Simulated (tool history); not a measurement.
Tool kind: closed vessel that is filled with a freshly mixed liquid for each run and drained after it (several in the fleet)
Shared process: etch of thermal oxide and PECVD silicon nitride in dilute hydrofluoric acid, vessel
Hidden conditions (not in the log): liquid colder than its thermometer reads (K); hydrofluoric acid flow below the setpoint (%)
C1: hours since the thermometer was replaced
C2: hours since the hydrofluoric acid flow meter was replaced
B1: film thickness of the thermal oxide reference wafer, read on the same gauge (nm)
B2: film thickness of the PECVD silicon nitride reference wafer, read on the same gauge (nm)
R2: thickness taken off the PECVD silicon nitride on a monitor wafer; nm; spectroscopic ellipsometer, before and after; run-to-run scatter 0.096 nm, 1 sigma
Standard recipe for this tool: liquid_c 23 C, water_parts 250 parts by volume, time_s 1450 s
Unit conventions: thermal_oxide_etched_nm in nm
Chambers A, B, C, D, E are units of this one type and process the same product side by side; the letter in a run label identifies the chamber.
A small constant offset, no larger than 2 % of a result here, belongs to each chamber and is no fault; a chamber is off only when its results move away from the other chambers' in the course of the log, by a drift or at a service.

run 1B hour=8.7 | liquid_c=23 water_parts=250 time_s=1450 | C1=41.1 C2=702 | B1=29.994 B2=130.02 | thermal_oxide_etched_nm=23.166 R2=10.226
run 2C hour=18.1 | liquid_c=23 water_parts=250 time_s=1450 | C1=1867.2 C2=855.6 | B1=29.993 B2=129.98 | thermal_oxide_etched_nm=23.234 R2=10.399
run 3A hour=24.3 | liquid_c=23 water_parts=250 time_s=1450 | C1=1170.9 C2=1237.9 | B1=29.967 B2=130.01 | thermal_oxide_etched_nm=23.574 R2=10.539
run 4D hour=29.9 | liquid_c=23 water_parts=250 time_s=1450 | C1=688.1 C2=240.8 | B1=30.014 B2=129.99 | thermal_oxide_etched_nm=23.131 R2=10.374
run 5E hour=35.2 | liquid_c=23 water_parts=250 time_s=1450 | C1=1328.4 C2=488.8 | B1=29.997 B2=130.01 | thermal_oxide_etched_nm=23.437 R2=10.48
run 6B hour=42.4 | liquid_c=23 water_parts=250 time_s=1450 | C1=74.8 C2=735.7 | B1=29.952 B2=129.99 | thermal_oxide_etched_nm=23.12 R2=10.337
run 7A hour=49.9 | liquid_c=23 water_parts=250 time_s=1450 | C1=1196.5 C2=1263.5 | B1=29.983 B2=130.01 | thermal_oxide_etched_nm=23.352 R2=10.554
run 8C hour=57.4 | liquid_c=23 water_parts=250 time_s=1450 | C1=1906.5 C2=894.9 | B1=30.039 B2=130 | thermal_oxide_etched_nm=23.055 R2=10.369
run 9E hour=65.7 | liquid_c=23 water_parts=250 time_s=1450 | C1=1358.9 C2=519.3 | B1=29.999 B2=130.01 | thermal_oxide_etched_nm=23.145 R2=10.422
-- hour=69.3 chamber E: hydrofluoric acid flow meter replaced
-- hour=70.2 chamber C: hydrofluoric acid flow meter replaced
run 10D hour=75.1 | liquid_c=23 water_parts=250 time_s=1450 | C1=733.3 C2=286 | B1=30.005 B2=130.04 | thermal_oxide_etched_nm=23.311 R2=10.163
run 11C hour=82.5 | liquid_c=23 water_parts=250 time_s=1450 | C1=1931.6 C2=12.3 | B1=30.022 B2=130 | thermal_oxide_etched_nm=23.059 R2=10.517
run 12D hour=92.9 | liquid_c=23 water_parts=250 time_s=1450 | C1=751.1 C2=303.8 | B1=29.986 B2=130.01 | thermal_oxide_etched_nm=23.189 R2=10.377
run 13E hour=97.4 | liquid_c=23 water_parts=250 time_s=1450 | C1=1390.6 C2=28.2 | B1=30.016 B2=130.01 | thermal_oxide_etched_nm=23.412 R2=10.332
-- hour=102.2 chamber D: thermometer replaced
run 14A hour=104.6 | liquid_c=23 water_parts=250 time_s=1450 | C1=1251.2 C2=1318.2 | B1=29.955 B2=130 | thermal_oxide_etched_nm=23.013 R2=10.275
run 15B hour=114 | liquid_c=23 water_parts=130 time_s=2160 | C1=146.4 C2=807.3 | B1=29.969 B2=129.99 | thermal_oxide_etched_nm=75.841 R2=30.032
run 16C hour=122.2 | liquid_c=23 water_parts=130 time_s=2160 | C1=1971.3 C2=52 | B1=29.996 B2=129.98 | thermal_oxide_etched_nm=75.81 R2=29.64
run 17E hour=129.8 | liquid_c=23 water_parts=130 time_s=2160 | C1=1423 C2=60.6 | B1=30.002 B2=130.02 | thermal_oxide_etched_nm=75.358 R2=29.048
run 18A hour=135.7 | liquid_c=23 water_parts=130 time_s=2160 | C1=1282.3 C2=1349.3 | B1=30.045 B2=130 | thermal_oxide_etched_nm=73.962 R2=28.391
run 19B hour=146.1 | liquid_c=23 water_parts=130 time_s=2160 | C1=178.5 C2=839.4 | B1=29.972 B2=130 | thermal_oxide_etched_nm=75.214 R2=29.167
run 20D hour=152.1 | liquid_c=23 water_parts=250 time_s=1450 | C1=50 C2=363 | B1=29.997 B2=130 | thermal_oxide_etched_nm=23.196 R2=10.248
run 21E hour=156.9 | liquid_c=23 water_parts=250 time_s=1450 | C1=1450.1 C2=87.7 | B1=30.009 B2=130 | thermal_oxide_etched_nm=23.441 R2=10.385
run 22B hour=162.7 | liquid_c=23 water_parts=250 time_s=1450 | C1=195.1 C2=856 | B1=29.994 B2=129.99 | thermal_oxide_etched_nm=22.999 R2=10.396
run 23D hour=170.6 | liquid_c=27.5 water_parts=370 time_s=1450 | C1=68.5 C2=381.5 | B1=29.986 B2=130.01 | thermal_oxide_etched_nm=16.509 R2=9.2055
run 24C hour=176.2 | liquid_c=27.5 water_parts=370 time_s=1450 | C1=2025.3 C2=106 | B1=29.993 B2=130 | thermal_oxide_etched_nm=16.174 R2=9.1434
-- hour=180.7 chamber E: thermometer replaced
run 25A hour=186.4 | liquid_c=27.5 water_parts=370 time_s=1450 | C1=1333 C2=1400 | B1=30.003 B2=130.01 | thermal_oxide_etched_nm=15.616 R2=8.777
run 26E hour=194.7 | liquid_c=27.5 water_parts=370 time_s=1450 | C1=14 C2=125.5 | B1=29.973 B2=130 | thermal_oxide_etched_nm=16.516 R2=9.3556
run 27B hour=202.9 | liquid_c=27.5 water_parts=370 time_s=1450 | C1=235.3 C2=896.2 | B1=29.984 B2=130 | thermal_oxide_etched_nm=16.35 R2=9.2049
run 28C hour=212.4 | liquid_c=23 water_parts=250 time_s=1450 | C1=2061.5 C2=142.2 | B1=30.026 B2=129.99 | thermal_oxide_etched_nm=23.02 R2=10.489
run 29A hour=222.5 | liquid_c=23 water_parts=250 time_s=1450 | C1=1369.1 C2=1436.1 | B1=29.998 B2=130 | thermal_oxide_etched_nm=22.094 R2=10.028
run 30D hour=230.3 | liquid_c=23 water_parts=250 time_s=1450 | C1=128.2 C2=441.2 | B1=29.99 B2=129.99 | thermal_oxide_etched_nm=23.575 R2=10.119

For the next run the whole fleet of 5 chambers uses the same settings. Give each chamber's results:
run 31A hour=237.8 | liquid_c=23 water_parts=250 time_s=610 | thermal_oxide_etched_nm=? R2=?
run 31B hour=237.8 | liquid_c=23 water_parts=250 time_s=610 | thermal_oxide_etched_nm=? R2=?
run 31C hour=237.8 | liquid_c=23 water_parts=250 time_s=610 | thermal_oxide_etched_nm=? R2=?
run 31D hour=237.8 | liquid_c=23 water_parts=250 time_s=610 | thermal_oxide_etched_nm=? R2=?
run 31E hour=237.8 | liquid_c=23 water_parts=250 time_s=610 | thermal_oxide_etched_nm=? R2=?

run=31A thermal_oxide_etched_nm=9.2856 R2=4.1644
run=31B thermal_oxide_etched_nm=9.7625 R2=4.3258
run=31C thermal_oxide_etched_nm=9.7574 R2=4.5092
run=31D thermal_oxide_etched_nm=9.8104 R2=4.377
run=31E thermal_oxide_etched_nm=9.9225 R2=4.4953
